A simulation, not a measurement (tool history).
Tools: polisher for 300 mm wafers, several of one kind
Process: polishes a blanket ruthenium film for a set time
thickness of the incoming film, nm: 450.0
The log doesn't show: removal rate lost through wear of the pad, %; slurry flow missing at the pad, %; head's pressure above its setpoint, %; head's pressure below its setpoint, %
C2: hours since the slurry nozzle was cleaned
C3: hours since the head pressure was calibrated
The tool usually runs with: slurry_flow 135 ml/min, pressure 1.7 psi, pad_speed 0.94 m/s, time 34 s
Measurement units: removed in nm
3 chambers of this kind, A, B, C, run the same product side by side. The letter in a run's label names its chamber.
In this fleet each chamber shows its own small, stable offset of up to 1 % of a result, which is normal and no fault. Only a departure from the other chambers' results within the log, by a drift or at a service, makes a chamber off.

run 1A day=0.296 | slurry_flow=135 pressure=1.7 pad_speed=0.94 time=34 | wafers_polished_on_this_pad=443 C2=217.9 C3=470.1 | removed=24.498
run 2C day=0.596 | slurry_flow=135 pressure=1.7 pad_speed=0.94 time=34 | wafers_polished_on_this_pad=738 C2=739.1 C3=1159.6 | removed=24.925
run 3B day=0.917 | slurry_flow=135 pressure=1.7 pad_speed=0.94 time=34 | wafers_polished_on_this_pad=1318 C2=169.5 C3=996.8 | removed=24.781
-- day=1.333 chamber B: worn pad replaced by a new one
run 4A day=1.354 | slurry_flow=135 pressure=1.7 pad_speed=0.94 time=34 | wafers_polished_on_this_pad=845 C2=243.3 C3=495.5 | removed=24.279
-- day=1.450 chamber C: worn pad replaced by a new one
run 5B day=1.738 | slurry_flow=135 pressure=1.7 pad_speed=0.72 time=34 | wafers_polished_on_this_pad=153 C2=189.2 C3=1016.5 | removed=19.038
run 6C day=1.996 | slurry_flow=135 pressure=1.7 pad_speed=0.72 time=34 | wafers_polished_on_this_pad=207 C2=772.7 C3=1193.2 | removed=18.966
run 7B day=2.396 | slurry_flow=135 pressure=1.7 pad_speed=0.72 time=34 | wafers_polished_on_this_pad=403 C2=205.0 C3=1032.3 | removed=19.005
run 8C day=2.608 | slurry_flow=135 pressure=1.7 pad_speed=0.94 time=34 | wafers_polished_on_this_pad=440 C2=787.4 C3=1207.9 | removed=24.704
-- day=2.683 chamber A: worn pad replaced by a new one
-- day=2.788 chamber B: slurry nozzle cleaned
run 9A day=3.046 | slurry_flow=135 pressure=1.7 pad_speed=0.94 time=34 | wafers_polished_on_this_pad=138 C2=283.9 C3=536.1 | removed=24.399
run 10A day=3.417 | slurry_flow=135 pressure=1.7 pad_speed=0.94 time=34 | wafers_polished_on_this_pad=279 C2=292.8 C3=545.0 | removed=24.802
run 11C day=3.667 | slurry_flow=135 pressure=2.0 pad_speed=0.94 time=34 | wafers_polished_on_this_pad=843 C2=812.8 C3=1233.3 | removed=29.126
-- day=3.838 chamber C: worn pad replaced by a new one
run 12B day=3.896 | slurry_flow=135 pressure=2.0 pad_speed=0.94 time=34 | wafers_polished_on_this_pad=974 C2=26.7 C3=1068.3 | removed=29.434
-- day=3.958 chamber C: slurry nozzle cleaned
run 13C day=4.212 | slurry_flow=135 pressure=2.0 pad_speed=0.94 time=34 | wafers_polished_on_this_pad=144 C2=6.2 C3=1246.4 | removed=29.235
-- day=4.533 chamber B: worn pad replaced by a new one
run 14A day=4.662 | slurry_flow=110 pressure=1.7 pad_speed=0.94 time=34 | wafers_polished_on_this_pad=753 C2=322.7 C3=574.9 | removed=23.642
run 15B day=5.042 | slurry_flow=110 pressure=1.7 pad_speed=0.94 time=34 | wafers_polished_on_this_pad=193 C2=54.2 C3=1095.8 | removed=23.829
run 16C day=5.304 | slurry_flow=110 pressure=1.7 pad_speed=0.94 time=34 | wafers_polished_on_this_pad=558 C2=32.4 C3=1272.6 | removed=23.278
-- day=5.521 chamber A: worn pad replaced by a new one
run 17B day=5.625 | slurry_flow=135 pressure=1.7 pad_speed=0.94 time=34 | wafers_polished_on_this_pad=415 C2=68.2 C3=1109.8 | removed=24.865
run 18A day=6.004 | slurry_flow=135 pressure=1.7 pad_speed=0.94 time=34 | wafers_polished_on_this_pad=185 C2=354.9 C3=607.1 | removed=24.639
-- day=6.150 chamber C: head pressure recalibrated
run 19C day=6.454 | slurry_flow=135 pressure=1.7 pad_speed=0.94 time=34 | wafers_polished_on_this_pad=996 C2=60.0 C3=7.4 | removed=22.961
-- day=6.538 chamber B: head pressure recalibrated
-- day=6.721 chamber C: worn pad replaced by a new one
run 20A day=6.908 | slurry_flow=120 pressure=1.7 pad_speed=0.70 time=34 | wafers_polished_on_this_pad=528 C2=376.6 C3=628.8 | removed=17.836
run 21B day=7.158 | slurry_flow=120 pressure=1.7 pad_speed=0.70 time=34 | wafers_polished_on_this_pad=997 C2=105.0 C3=14.9 | removed=18.051
run 22C day=7.542 | slurry_flow=120 pressure=1.7 pad_speed=0.70 time=34 | wafers_polished_on_this_pad=312 C2=86.1 C3=33.5 | removed=16.877
run 23B day=7.975 | slurry_flow=135 pressure=1.7 pad_speed=0.94 time=34 | wafers_polished_on_this_pad=1308 C2=124.6 C3=34.5 | removed=25.192
-- day=8.171 chamber B: worn pad replaced by a new one
run 24A day=8.258 | slurry_flow=135 pressure=1.7 pad_speed=0.94 time=34 | wafers_polished_on_this_pad=1042 C2=409.0 C3=661.2 | removed=24.429
run 25B day=8.688 | slurry_flow=135 pressure=1.7 pad_speed=0.94 time=34 | wafers_polished_on_this_pad=196 C2=141.7 C3=51.6 | removed=24.874
run 26A day=9.004 | slurry_flow=135 pressure=1.7 pad_speed=0.94 time=46 | wafers_polished_on_this_pad=1325 C2=426.9 C3=679.1 | removed=32.982
-- day=9.067 chamber C: worn pad replaced by a new one
-- day=9.096 chamber A: worn pad replaced by a new one
run 27C day=9.442 | slurry_flow=135 pressure=1.7 pad_speed=0.94 time=46 | wafers_polished_on_this_pad=142 C2=131.7 C3=79.1 | removed=31.240
run 28A day=9.854 | slurry_flow=135 pressure=1.7 pad_speed=0.94 time=46 | wafers_polished_on_this_pad=288 C2=447.3 C3=699.5 | removed=32.991
run 29C day=10.075 | slurry_flow=135 pressure=1.7 pad_speed=0.94 time=34 | wafers_polished_on_this_pad=383 C2=146.9 C3=94.3 | removed=23.201
run 30B day=10.433 | slurry_flow=135 pressure=1.7 pad_speed=0.62 time=34 | wafers_polished_on_this_pad=860 C2=183.6 C3=93.5 | removed=16.073
run 31A day=10.812 | slurry_flow=135 pressure=1.7 pad_speed=0.62 time=34 | wafers_polished_on_this_pad=652 C2=470.3 C3=722.5 | removed=16.378

Predict what each chamber gives when all 3 of them run the settings below next.
run 32A day=11.146 | slurry_flow=135 pressure=1.7 pad_speed=0.94 time=34 | removed=?
run 32B day=11.146 | slurry_flow=135 pressure=1.7 pad_speed=0.94 time=34 | removed=?
run 32C day=11.146 | slurry_flow=135 pressure=1.7 pad_speed=0.94 time=34 | removed=?

run=32A removed=24.536
run=32B removed=24.989
run=32C removed=23.294
